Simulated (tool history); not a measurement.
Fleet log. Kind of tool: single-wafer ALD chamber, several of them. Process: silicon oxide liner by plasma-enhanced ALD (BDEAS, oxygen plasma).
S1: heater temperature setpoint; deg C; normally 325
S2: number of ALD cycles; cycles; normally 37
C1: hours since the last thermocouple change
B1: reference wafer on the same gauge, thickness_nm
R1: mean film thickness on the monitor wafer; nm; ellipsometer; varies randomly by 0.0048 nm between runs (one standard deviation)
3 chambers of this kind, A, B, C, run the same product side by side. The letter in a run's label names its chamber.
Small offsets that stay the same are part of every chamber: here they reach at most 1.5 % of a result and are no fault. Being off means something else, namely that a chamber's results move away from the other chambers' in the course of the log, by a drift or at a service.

run	hour	S1	S2	C1	B1	R1
1C	6.9	325	37	879.3	3.7103	3.3452
2A	12.2	325	37	391.0	3.7106	3.3617
3B	21.2	325	37	1423.9	3.7111	3.3311
4B	25.6	325	37	1428.3	3.7132	3.3373
5A	33.0	325	37	411.8	3.7135	3.3654
6C	39.9	320	37	912.3	3.7149	3.3781
7C	48.0	320	37	920.4	3.7148	3.3748
8A	57.5	320	37	436.3	3.7157	3.3934
9B	63.5	315	30	1466.2	3.7159	2.7474
10A	69.1	315	30	447.9	3.7173	2.7693
11C	74.2	315	30	946.6	3.7174	2.7622
12B	82.0	325	37	1484.7	3.7185	3.3297
13C	86.6	325	37	959.0	3.7188	3.3430
14A	91.1	325	37	469.9	3.7197	3.3756
15B	97.5	325	37	1500.2	3.7214	3.3380
16B	104.8	325	37	1507.5	3.7207	3.3340
17C	109.0	325	37	981.4	3.7211	3.3556
18A	116.5	325	37	495.3	3.7221	3.3801
19B	123.8	325	37	1526.5	3.7233	3.3379
20A	131.0	325	37	509.8	3.7238	3.3672
21C	136.1	320	37	1008.5	3.7227	3.3858
22A	141.8	320	37	520.6	3.7261	3.3958
23B	146.8	320	37	1549.5	3.7239	3.3602
24C	156.1	314	35	1028.5	3.7248	3.2291
25B	164.7	314	35	1567.4	3.7258	3.2150
26A	171.0	314	35	549.8	3.7271	3.2448
27C	179.9	325	37	1052.3	3.7290	3.3721
28C	186.6	325	32	1059.0	3.7288	2.9179
29B	194.5	325	32	1597.2	3.7302	2.8959
30A	203.8	325	32	582.6	3.7309	2.9227
31C	209.8	325	37	1082.2	3.7326	3.3650

Predict what each chamber gives when all 3 of them run the settings below next.
32A	216.7	325	37			?
32B	216.7	325	37			?
32C	216.7	325	37			?

run	R1
32A	3.3806
32B	3.3455
32C	3.3722

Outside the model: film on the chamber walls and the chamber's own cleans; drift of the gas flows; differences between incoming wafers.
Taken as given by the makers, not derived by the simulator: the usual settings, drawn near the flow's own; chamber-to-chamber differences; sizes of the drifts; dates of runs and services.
